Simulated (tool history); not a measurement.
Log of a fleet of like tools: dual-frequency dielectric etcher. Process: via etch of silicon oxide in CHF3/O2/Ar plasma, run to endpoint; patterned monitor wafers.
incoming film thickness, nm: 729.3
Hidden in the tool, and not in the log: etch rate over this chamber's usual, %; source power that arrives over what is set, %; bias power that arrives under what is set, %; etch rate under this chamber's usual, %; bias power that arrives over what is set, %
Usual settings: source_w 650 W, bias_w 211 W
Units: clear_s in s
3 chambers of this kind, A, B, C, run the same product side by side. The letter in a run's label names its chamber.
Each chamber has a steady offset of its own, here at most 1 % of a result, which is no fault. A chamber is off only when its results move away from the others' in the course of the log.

run	hour	source_w	bias_w	hours since the last wet clean	hours since the last source power generator calibration	hours since the last bias power generator calibration	clear_s
1C	10.8	650	211	475.4	1886.8	2463.5	332.89
2A	21	650	211	205.3	402.4	1058.5	337.07
3B	34.4	650	211	185.4	1896.7	3310	340.63
4B	42.9	650	211	193.9	1905.2	3318.5	340.5
# hour 56: chamber C: wet clean of the chamber
5C	56.4	650	175	0.5	1932.4	2509.1	360.95
6A	72.2	650	175	256.5	453.6	1109.7	357.65
7A	82.2	650	175	266.5	463.6	1119.7	355.72
8B	94.6	650	211	245.6	1956.9	3370.2	337.68
9C	109.2	650	211	53.3	1985.2	2561.9	335.24
10A	116.4	650	211	300.7	497.8	1153.9	335.36
11C	125.1	650	211	69.2	2001.1	2577.8	335.59
12B	139.1	550	252	290.1	2001.4	3414.7	340.21
13A	154.7	550	252	339	536.1	1192.2	331.45
14B	168.2	550	252	319.2	2030.5	3443.8	338.82
15C	181.6	650	211	125.7	2057.6	2634.3	338.66
16C	195.4	550	211	139.5	2071.4	2648.1	357.5
17B	207.1	550	211	358.1	2069.4	3482.7	361.97
18A	217.6	550	211	401.9	599	1255.1	349.34
19A	225.3	790	211	409.6	606.7	1262.8	303.77
20C	232.2	790	211	176.3	2108.2	2684.9	312.29
21B	239.1	790	211	390.1	2101.4	3514.7	316.15
22A	248.1	650	211	432.4	629.5	1285.6	323.65
23B	256.1	650	211	407.1	2118.4	3531.7	342.19
24C	268.8	650	211	212.9	2144.8	2721.5	337.45
25A	280.3	650	211	464.6	661.7	1317.8	321.96

Next, every chamber runs the same settings. What will each give?
26A	291.7	650	228				?
26B	291.7	650	228				?
26C	291.7	650	228				?

run	clear_s
26A	317.63
26B	334.06
26C	326.91
